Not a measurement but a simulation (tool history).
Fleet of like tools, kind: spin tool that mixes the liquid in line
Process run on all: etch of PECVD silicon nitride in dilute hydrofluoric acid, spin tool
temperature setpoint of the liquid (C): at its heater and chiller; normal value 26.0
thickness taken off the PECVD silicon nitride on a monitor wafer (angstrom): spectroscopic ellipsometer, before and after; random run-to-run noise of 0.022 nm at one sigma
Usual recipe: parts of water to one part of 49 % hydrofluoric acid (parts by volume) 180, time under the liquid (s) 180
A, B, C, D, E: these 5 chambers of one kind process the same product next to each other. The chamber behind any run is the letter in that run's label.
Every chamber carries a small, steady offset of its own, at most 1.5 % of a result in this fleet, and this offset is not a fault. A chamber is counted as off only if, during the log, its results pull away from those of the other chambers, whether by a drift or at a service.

| run | hour | temperature setpoint of the liquid (C) | parts of water to one part of 49 % hydrofluoric acid (parts by volume) | time under the liquid (s) | hours since the thermometer was replaced | hours since the hydrofluoric acid flow meter was replaced | read-back film thickness of the PECVD silicon nitride reference wafer, read on the same gauge (nm) | thickness taken off the PECVD silicon nitride on a monitor wafer (angstrom) |
|---|---|---|---|---|---|---|---|---|
| 1A | 4.8 | 26.0 | 180 | 180 | 1473.1 | 286.2 | 99.952 | 51.542 |
| 2B | 9.2 | 26.0 | 180 | 180 | 331.3 | 444.2 | 99.974 | 52.147 |
| 3D | 13.1 | 26.0 | 180 | 180 | 642.3 | 163.7 | 99.959 | 50.655 |
| 4C | 17.9 | 26.0 | 180 | 180 | 274.5 | 749.2 | 100.020 | 51.875 |
| 5E | 21.8 | 26.0 | 180 | 180 | 416.3 | 539.8 | 99.990 | 52.064 |
| 6D | 26.9 | 26.0 | 180 | 180 | 656.1 | 177.5 | 99.974 | 51.438 |
| 7C | 31.8 | 26.0 | 180 | 180 | 288.4 | 763.1 | 99.995 | 51.919 |
| 8E | 36.0 | 26.0 | 180 | 180 | 430.5 | 554.0 | 100.010 | 52.245 |
| 9B | 40.4 | 26.0 | 180 | 180 | 362.5 | 475.4 | 99.968 | 51.808 |
| 10A | 42.7 | 22.0 | 180 | 95 | 1511.0 | 324.1 | 99.999 | 21.055 |
| 11C | 45.1 | 22.0 | 180 | 95 | 301.7 | 776.4 | 99.995 | 21.128 |
| 12B | 48.6 | 22.0 | 180 | 95 | 370.7 | 483.6 | 99.994 | 21.142 |
| 13D | 53.8 | 22.0 | 180 | 95 | 683.0 | 204.4 | 99.991 | 20.893 |
| 14A | 56.6 | 22.0 | 180 | 95 | 1524.9 | 338.0 | 99.997 | 20.950 |
| 15E | 59.1 | 26.0 | 180 | 180 | 453.6 | 577.1 | 100.020 | 51.018 |
| 16C | 61.4 | 26.0 | 180 | 180 | 318.0 | 792.7 | 99.988 | 52.162 |
| 17B | 63.8 | 26.0 | 180 | 180 | 385.9 | 498.8 | 100.010 | 51.647 |
| 18E | 68.7 | 26.0 | 180 | 180 | 463.2 | 586.7 | 99.998 | 50.788 |
| 19D | 72.9 | 26.0 | 180 | 180 | 702.1 | 223.5 | 100.000 | 51.088 |
| 20A | 77.8 | 26.0 | 180 | 180 | 1546.1 | 359.2 | 100.000 | 50.883 |
| 21B | 81.7 | 26.0 | 180 | 180 | 403.8 | 516.7 | 99.982 | 51.572 |
| 22E | 86.7 | 26.0 | 180 | 180 | 481.2 | 604.7 | 99.992 | 49.919 |
| 23A | 90.5 | 26.0 | 180 | 180 | 1558.8 | 371.9 | 100.010 | 51.498 |
| 24D | 95.0 | 26.0 | 180 | 180 | 724.2 | 245.6 | 99.968 | 51.055 |
|  | 96.7 | chamber A: thermometer replaced |
| 25C | 99.2 | 26.0 | 180 | 180 | 355.8 | 830.5 | 100.000 | 51.706 |
| 26B | 101.5 | 26.0 | 180 | 180 | 423.6 | 536.5 | 99.999 | 51.746 |
| 27E | 105.6 | 26.0 | 180 | 180 | 500.1 | 623.6 | 99.994 | 50.141 |
| 28D | 108.3 | 26.0 | 180 | 180 | 737.5 | 258.9 | 99.977 | 50.849 |
| 29C | 112.9 | 30.5 | 230 | 180 | 369.5 | 844.2 | 100.010 | 53.188 |
| 30A | 116.3 | 30.5 | 230 | 180 | 19.7 | 397.7 | 100.020 | 52.619 |
| 31C | 121.4 | 30.5 | 230 | 180 | 378.0 | 852.7 | 99.974 | 53.353 |
| 32A | 124.6 | 30.5 | 230 | 180 | 28.0 | 406.0 | 99.988 | 53.246 |

For the next run the whole fleet of 5 chambers uses the same settings. Give each chamber's results:
| 33A | 128.4 | 26.0 | 270 | 180 |  |  |  | ? |
| 33B | 128.4 | 26.0 | 270 | 180 |  |  |  | ? |
| 33C | 128.4 | 26.0 | 270 | 180 |  |  |  | ? |
| 33D | 128.4 | 26.0 | 270 | 180 |  |  |  | ? |
| 33E | 128.4 | 26.0 | 270 | 180 |  |  |  | ? |

| run | thickness taken off the PECVD silicon nitride on a monitor wafer (angstrom) |
|---|---|
| 33A | 34.475 |
| 33B | 34.064 |
| 33C | 34.752 |
| 33D | 33.570 |
| 33E | 33.161 |

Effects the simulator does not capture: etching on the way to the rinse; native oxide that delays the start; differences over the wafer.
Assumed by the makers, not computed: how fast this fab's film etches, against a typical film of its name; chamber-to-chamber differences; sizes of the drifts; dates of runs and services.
